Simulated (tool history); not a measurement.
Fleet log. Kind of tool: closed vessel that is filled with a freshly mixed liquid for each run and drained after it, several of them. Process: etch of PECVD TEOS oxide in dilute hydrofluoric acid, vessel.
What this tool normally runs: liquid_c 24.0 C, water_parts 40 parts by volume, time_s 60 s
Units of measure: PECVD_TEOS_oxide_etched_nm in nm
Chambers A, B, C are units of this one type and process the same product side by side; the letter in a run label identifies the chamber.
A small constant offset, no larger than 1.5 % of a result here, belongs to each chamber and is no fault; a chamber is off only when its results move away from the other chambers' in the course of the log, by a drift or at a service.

| run | day | liquid_c | water_parts | time_s | read-back film thickness of the PECVD TEOS oxide reference wafer, read on the same gauge (nm) | PECVD_TEOS_oxide_etched_nm |
|---|---|---|---|---|---|---|
| 1B | 0.167 | 24.0 | 40 | 60 | 40.022 | 41.896 |
| 2C | 0.329 | 24.0 | 40 | 60 | 40.008 | 42.466 |
| 3A | 0.483 | 24.0 | 40 | 60 | 40.031 | 42.342 |
| 4C | 0.646 | 24.0 | 40 | 60 | 39.984 | 42.281 |
| 5B | 0.808 | 24.0 | 40 | 60 | 39.970 | 41.825 |
| 6A | 0.896 | 24.0 | 40 | 60 | 40.019 | 42.888 |
| 7B | 1.083 | 24.0 | 40 | 60 | 40.035 | 42.099 |
| 8A | 1.208 | 24.0 | 40 | 60 | 40.005 | 42.302 |
| 9C | 1.388 | 24.0 | 40 | 60 | 39.947 | 42.267 |
| 10A | 1.508 | 20.5 | 40 | 95 | 40.035 | 57.554 |
| 11C | 1.658 | 20.5 | 40 | 95 | 39.979 | 57.992 |
| 12B | 1.779 | 20.5 | 40 | 95 | 40.005 | 57.418 |
| 13B | 1.892 | 24.0 | 40 | 60 | 40.020 | 42.298 |
| 14A | 2.012 | 24.0 | 40 | 60 | 39.999 | 42.186 |
| 15C | 2.133 | 24.0 | 40 | 60 | 39.984 | 42.334 |
| 16B | 2.275 | 24.0 | 40 | 60 | 39.970 | 42.350 |
| 17A | 2.417 | 24.0 | 40 | 60 | 40.007 | 42.427 |
| 18C | 2.575 | 24.0 | 30 | 45 | 39.993 | 42.853 |
| 19C | 2.767 | 24.0 | 30 | 45 | 39.979 | 42.808 |
| 20B | 2.912 | 24.0 | 30 | 45 | 40.027 | 42.569 |
| 21A | 2.996 | 24.0 | 40 | 60 | 39.972 | 42.725 |
| 22C | 3.142 | 24.0 | 40 | 60 | 40.014 | 42.478 |
| 23B | 3.233 | 24.0 | 40 | 60 | 39.968 | 42.134 |
| 24A | 3.379 | 24.0 | 40 | 60 | 40.056 | 42.749 |
| 25C | 3.488 | 19.0 | 40 | 60 | 40.040 | 34.275 |
| 26A | 3.608 | 19.0 | 40 | 60 | 40.032 | 34.479 |
| 27B | 3.729 | 19.0 | 40 | 60 | 39.988 | 34.229 |
| 28A | 3.862 | 24.0 | 40 | 60 | 40.055 | 42.622 |
| 29C | 4.017 | 24.0 | 40 | 60 | 39.986 | 42.120 |
| 30B | 4.108 | 24.0 | 40 | 60 | 40.011 | 42.167 |
| 31C | 4.275 | 24.0 | 40 | 60 | 39.975 | 42.345 |
| 32A | 4.408 | 24.0 | 40 | 60 | 40.029 | 42.551 |
| 33B | 4.571 | 24.0 | 40 | 60 | 40.010 | 41.940 |
| 34A | 4.700 | 24.0 | 40 | 60 | 39.996 | 42.478 |
| 35B | 4.808 | 24.0 | 40 | 60 | 40.010 | 42.144 |
| 36C | 4.892 | 24.0 | 40 | 60 | 39.931 | 42.205 |
| 37B | 5.012 | 24.0 | 40 | 60 | 40.016 | 41.918 |
| 38C | 5.117 | 24.0 | 40 | 60 | 39.952 | 42.222 |

Which is it: a chamber that has drifted or been left off by a service, a gauge drift common to all chambers, or only each chamber's usual small offset? If a chamber is off, name it and its likeliest cause.

Nothing is wrong: each chamber keeps only its own small, steady offset and the gauge holds still.
